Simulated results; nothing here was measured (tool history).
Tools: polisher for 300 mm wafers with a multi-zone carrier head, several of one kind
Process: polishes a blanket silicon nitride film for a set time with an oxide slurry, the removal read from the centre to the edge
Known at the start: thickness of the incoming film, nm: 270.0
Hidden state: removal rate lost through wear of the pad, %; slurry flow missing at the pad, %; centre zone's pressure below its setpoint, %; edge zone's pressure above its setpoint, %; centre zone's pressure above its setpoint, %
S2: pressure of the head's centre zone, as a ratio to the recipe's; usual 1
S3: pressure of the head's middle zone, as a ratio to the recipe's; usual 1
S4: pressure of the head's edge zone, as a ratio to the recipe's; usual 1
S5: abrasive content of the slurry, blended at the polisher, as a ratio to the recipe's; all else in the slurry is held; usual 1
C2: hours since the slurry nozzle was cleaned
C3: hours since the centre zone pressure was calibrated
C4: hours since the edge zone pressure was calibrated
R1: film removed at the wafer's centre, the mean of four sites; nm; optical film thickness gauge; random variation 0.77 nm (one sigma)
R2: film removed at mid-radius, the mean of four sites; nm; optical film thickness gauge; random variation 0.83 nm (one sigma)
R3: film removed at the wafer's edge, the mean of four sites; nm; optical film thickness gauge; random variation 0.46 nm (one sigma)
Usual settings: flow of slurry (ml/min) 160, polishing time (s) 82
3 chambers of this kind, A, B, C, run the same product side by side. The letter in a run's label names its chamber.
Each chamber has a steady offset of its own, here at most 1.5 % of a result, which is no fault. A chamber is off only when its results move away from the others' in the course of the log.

At hour 5.5: chamber A: centre zone pressure recalibrated.
Run 1A, hour 9: usual settings; wafers polished on this pad 562; C2 283.9; C3 3.6; C4 349.1. Result: R1 60.617 nm, R2 59.205 nm, R3 59.98 nm.
At hour 12.1: chamber B: worn pad replaced by a new one.
Run 2B, hour 14.7: usual settings; wafers polished on this pad 25; C2 81.5; C3 839.3; C4 915.4. Result: R1 59.12 nm, R2 59.972 nm, R3 59.66 nm.
Run 3C, hour 26.1: usual settings; wafers polished on this pad 905; C2 361.5; C3 705.5; C4 50.5. Result: R1 59.954 nm, R2 61.286 nm, R3 58.897 nm.
Run 4B, hour 33.7: usual settings; wafers polished on this pad 210; C2 100.5; C3 858.3; C4 934.4. Result: R1 59.353 nm, R2 58.541 nm, R3 59.524 nm.
Run 5C, hour 40.1: usual settings; wafers polished on this pad 1042; C2 375.5; C3 719.5; C4 64.5. Result: R1 58.745 nm, R2 59.687 nm, R3 58.784 nm.
Run 6A, hour 49.4: usual settings; wafers polished on this pad 955; C2 324.3; C3 44; C4 389.5. Result: R1 60.849 nm, R2 60.121 nm, R3 59.793 nm.
Run 7B, hour 56.3: usual settings; wafers polished on this pad 430; C2 123.1; C3 880.9; C4 957. Result: R1 58.735 nm, R2 57.697 nm, R3 60.247 nm.
Run 8C, hour 65.8: usual settings; wafers polished on this pad 1292; C2 401.2; C3 745.2; C4 90.2. Result: R1 59.171 nm, R2 60.237 nm, R3 58.442 nm.
Run 9A, hour 77.6: usual settings but flow of slurry (ml/min) 180, S4 1.09; wafers polished on this pad 1230; C2 352.5; C3 72.2; C4 417.7. Result: R1 61.697 nm, R2 60.786 nm, R3 63.272 nm.
At hour 78: chamber C: worn pad replaced by a new one.
At hour 82.9: chamber B: worn pad replaced by a new one.
Run 10C, hour 85.3: usual settings but flow of slurry (ml/min) 180, S4 1.09; wafers polished on this pad 71; C2 420.7; C3 764.7; C4 109.7. Result: R1 62.883 nm, R2 60.184 nm, R3 63.197 nm.
Run 11A, hour 92.6: usual settings but flow of slurry (ml/min) 180, S4 1.09; wafers polished on this pad 1376; C2 367.5; C3 87.2; C4 432.7. Result: R1 61.09 nm, R2 60.297 nm, R3 63.964 nm.
At hour 98.4: chamber A: worn pad replaced by a new one.
Run 12B, hour 98.7: usual settings but S4 0.96, polishing time (s) 110; wafers polished on this pad 154; C2 165.5; C3 923.3; C4 999.4. Result: R1 78.572 nm, R2 79.234 nm, R3 78.721 nm.
Run 13A, hour 110.3: usual settings but S4 0.96, polishing time (s) 110; wafers polished on this pad 116; C2 385.2; C3 104.9; C4 450.4. Result: R1 79.945 nm, R2 79.845 nm, R3 79.135 nm.
Run 14B, hour 118.7: usual settings but S4 0.96, polishing time (s) 110; wafers polished on this pad 349; C2 185.5; C3 943.3; C4 1019.4. Result: R1 80.675 nm, R2 77.142 nm, R3 77.681 nm.
Run 15C, hour 125.5: usual settings; wafers polished on this pad 462; C2 460.9; C3 804.9; C4 149.9. Result: R1 59.975 nm, R2 59.535 nm, R3 59.522 nm.
Run 16C, hour 132.5: usual settings; wafers polished on this pad 531; C2 467.9; C3 811.9; C4 156.9. Result: R1 59.256 nm, R2 60.491 nm, R3 60.125 nm.
Run 17B, hour 139.6: usual settings; wafers polished on this pad 552; C2 206.4; C3 964.2; C4 1040.3. Result: R1 59.591 nm, R2 60.302 nm, R3 60.432 nm.
Run 18A, hour 145.5: usual settings; wafers polished on this pad 458; C2 420.4; C3 140.1; C4 485.6. Result: R1 60.881 nm, R2 60.345 nm, R3 59.086 nm.
At hour 150: chamber B: worn pad replaced by a new one.
Run 19C, hour 152.2: usual settings; wafers polished on this pad 722; C2 487.6; C3 831.6; C4 176.6. Result: R1 59.809 nm, R2 59.752 nm, R3 60.38 nm.
Run 20B, hour 163.6: usual settings; wafers polished on this pad 133; C2 230.4; C3 988.2; C4 1064.3. Result: R1 57.65 nm, R2 59.08 nm, R3 58.826 nm.
Run 21A, hour 169.3: usual settings; wafers polished on this pad 690; C2 444.2; C3 163.9; C4 509.4. Result: R1 60.96 nm, R2 59.605 nm, R3 59.994 nm.
Run 22C, hour 180.5: usual settings; wafers polished on this pad 998; C2 515.9; C3 859.9; C4 204.9. Result: R1 60.678 nm, R2 59.775 nm, R3 59.89 nm.
Run 23B, hour 186.9: usual settings; wafers polished on this pad 359; C2 253.7; C3 1011.5; C4 1087.6. Result: R1 60.499 nm, R2 58.442 nm, R3 59.203 nm.
Run 24A, hour 195: usual settings; wafers polished on this pad 940; C2 469.9; C3 189.6; C4 535.1. Result: R1 60.381 nm, R2 59.737 nm, R3 60.401 nm.
At hour 196.4: chamber A: slurry nozzle cleaned.
Run 25C, hour 200.4: usual settings; wafers polished on this pad 1191; C2 535.8; C3 879.8; C4 224.8. Result: R1 60.454 nm, R2 60.147 nm, R3 59.894 nm.
At hour 201.4: chamber C: worn pad replaced by a new one.
Run 26B, hour 207.4: usual settings; wafers polished on this pad 559; C2 274.2; C3 1032; C4 1108.1. Result: R1 60.497 nm, R2 57.81 nm, R3 59.722 nm.
Run 27A, hour 214: usual settings; wafers polished on this pad 1125; C2 17.6; C3 208.6; C4 554.1. Result: R1 60.39 nm, R2 60.668 nm, R3 60.712 nm.
At hour 219: chamber A: worn pad replaced by a new one.
Run 28B, hour 219.8: usual settings but flow of slurry (ml/min) 125, S2 0.93; wafers polished on this pad 679; C2 286.6; C3 1044.4; C4 1120.5. Result: R1 52.533 nm, R2 55.85 nm, R3 57.515 nm.
Run 29A, hour 231.5: usual settings but flow of slurry (ml/min) 125, S2 0.93; wafers polished on this pad 122; C2 35.1; C3 226.1; C4 571.6. Result: R1 52.959 nm, R2 56.223 nm, R3 57.679 nm.
Run 30C, hour 240.6: usual settings but flow of slurry (ml/min) 125, S2 0.93; wafers polished on this pad 381; C2 576; C3 920; C4 265. Result: R1 53.101 nm, R2 58.212 nm, R3 57.879 nm.

Is one chamber off against the others, does the gauge drift, or is nothing wrong? If a chamber is off, say which, and what the likeliest cause is.

No chamber stands off beyond its own small offset, and the gauge holds steady.

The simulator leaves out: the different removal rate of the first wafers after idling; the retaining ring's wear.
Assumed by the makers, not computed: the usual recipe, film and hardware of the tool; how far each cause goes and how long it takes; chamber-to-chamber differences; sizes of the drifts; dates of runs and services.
